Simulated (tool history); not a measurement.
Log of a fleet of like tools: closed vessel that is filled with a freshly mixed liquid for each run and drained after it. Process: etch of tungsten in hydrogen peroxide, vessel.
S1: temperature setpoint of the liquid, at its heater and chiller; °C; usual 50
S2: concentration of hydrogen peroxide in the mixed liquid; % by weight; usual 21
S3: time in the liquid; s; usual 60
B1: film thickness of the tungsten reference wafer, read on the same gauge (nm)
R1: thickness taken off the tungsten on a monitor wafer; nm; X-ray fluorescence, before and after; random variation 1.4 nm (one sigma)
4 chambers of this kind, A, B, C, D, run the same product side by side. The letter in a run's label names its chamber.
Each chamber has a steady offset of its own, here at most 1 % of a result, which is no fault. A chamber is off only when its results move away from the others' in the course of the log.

{"run": "1D", "hour": 8.6, "S1": 50, "S2": 21, "S3": 60, "B1": 79.982, "R1": 145.06}
{"run": "2B", "hour": 15.7, "S1": 50, "S2": 21, "S3": 60, "B1": 79.989, "R1": 146.17}
{"run": "3A", "hour": 29.9, "S1": 50, "S2": 21, "S3": 60, "B1": 80.008, "R1": 142.29}
{"run": "4C", "hour": 37.5, "S1": 50, "S2": 21, "S3": 60, "B1": 80.025, "R1": 143.62}
{"hour": 43.5, "done": "chamber C: new drum of peroxide connected"}
{"run": "5C", "hour": 45.3, "S1": 50, "S2": 21, "S3": 60, "B1": 79.998, "R1": 142.49}
{"run": "6A", "hour": 59.0, "S1": 50, "S2": 21, "S3": 60, "B1": 80.007, "R1": 142.85}
{"hour": 69.4, "done": "chamber B: new drum of peroxide connected"}
{"hour": 70.9, "done": "chamber D: new drum of peroxide connected"}
{"run": "7B", "hour": 74.0, "S1": 50, "S2": 21, "S3": 60, "B1": 79.989, "R1": 140.29}
{"run": "8D", "hour": 87.4, "S1": 50, "S2": 21, "S3": 60, "B1": 79.995, "R1": 141.88}
{"run": "9B", "hour": 98.4, "S1": 50, "S2": 21, "S3": 60, "B1": 79.987, "R1": 142.13}
{"run": "10C", "hour": 105.6, "S1": 50, "S2": 21, "S3": 60, "B1": 80.02, "R1": 143.45}
{"run": "11A", "hour": 115.5, "S1": 50, "S2": 21, "S3": 60, "B1": 79.977, "R1": 142.2}
{"run": "12D", "hour": 128.7, "S1": 50, "S2": 21, "S3": 60, "B1": 79.978, "R1": 142}
{"hour": 128.8, "done": "chamber D: peroxide flow meter replaced"}
{"hour": 141.8, "done": "chamber D: thermometer replaced"}
{"run": "13B", "hour": 141.8, "S1": 50, "S2": 21, "S3": 60, "B1": 80.014, "R1": 143.08}
{"run": "14D", "hour": 149.7, "S1": 50, "S2": 21, "S3": 60, "B1": 79.999, "R1": 141.98}
{"run": "15A", "hour": 157.1, "S1": 50, "S2": 21, "S3": 60, "B1": 80.01, "R1": 143.25}
{"run": "16C", "hour": 164.9, "S1": 50, "S2": 21, "S3": 60, "B1": 80.019, "R1": 141.63}
{"run": "17C", "hour": 173.3, "S1": 50, "S2": 21, "S3": 60, "B1": 79.993, "R1": 142.07}
{"run": "18D", "hour": 182.3, "S1": 50, "S2": 21, "S3": 60, "B1": 79.991, "R1": 142.24}
{"run": "19B", "hour": 194.7, "S1": 50, "S2": 15.5, "S3": 80, "B1": 79.985, "R1": 154.35}
{"run": "20A", "hour": 208.3, "S1": 50, "S2": 15.5, "S3": 80, "B1": 80.016, "R1": 164.54}
{"run": "21D", "hour": 218.7, "S1": 50, "S2": 15.5, "S3": 80, "B1": 79.978, "R1": 162.66}
{"run": "22B", "hour": 225.9, "S1": 50, "S2": 15.5, "S3": 80, "B1": 79.99, "R1": 153.36}
{"run": "23C", "hour": 233.7, "S1": 50, "S2": 21, "S3": 60, "B1": 80.027, "R1": 143.78}
{"run": "24A", "hour": 243.3, "S1": 50, "S2": 21, "S3": 60, "B1": 80.012, "R1": 142.44}
{"run": "25C", "hour": 255.0, "S1": 50, "S2": 21, "S3": 60, "B1": 80.028, "R1": 141.48}
{"run": "26A", "hour": 263.7, "S1": 50, "S2": 21, "S3": 60, "B1": 80.034, "R1": 144.33}
{"run": "27B", "hour": 270.7, "S1": 50, "S2": 21, "S3": 60, "B1": 79.985, "R1": 132.83}
{"run": "28D", "hour": 282.8, "S1": 50, "S2": 21, "S3": 60, "B1": 79.954, "R1": 143.57}

All 4 chambers run these settings next. Forecast each chamber's results:
{"run": "29A", "hour": 293.8, "S1": 50, "S2": 21, "S3": 90, "R1": "?"}
{"run": "29B", "hour": 293.8, "S1": 50, "S2": 21, "S3": 90, "R1": "?"}
{"run": "29C", "hour": 293.8, "S1": 50, "S2": 21, "S3": 90, "R1": "?"}
{"run": "29D", "hour": 293.8, "S1": 50, "S2": 21, "S3": 90, "R1": "?"}

run=29A R1=211.87
run=29B R1=196.06
run=29C R1=212.55
run=29D R1=212.66

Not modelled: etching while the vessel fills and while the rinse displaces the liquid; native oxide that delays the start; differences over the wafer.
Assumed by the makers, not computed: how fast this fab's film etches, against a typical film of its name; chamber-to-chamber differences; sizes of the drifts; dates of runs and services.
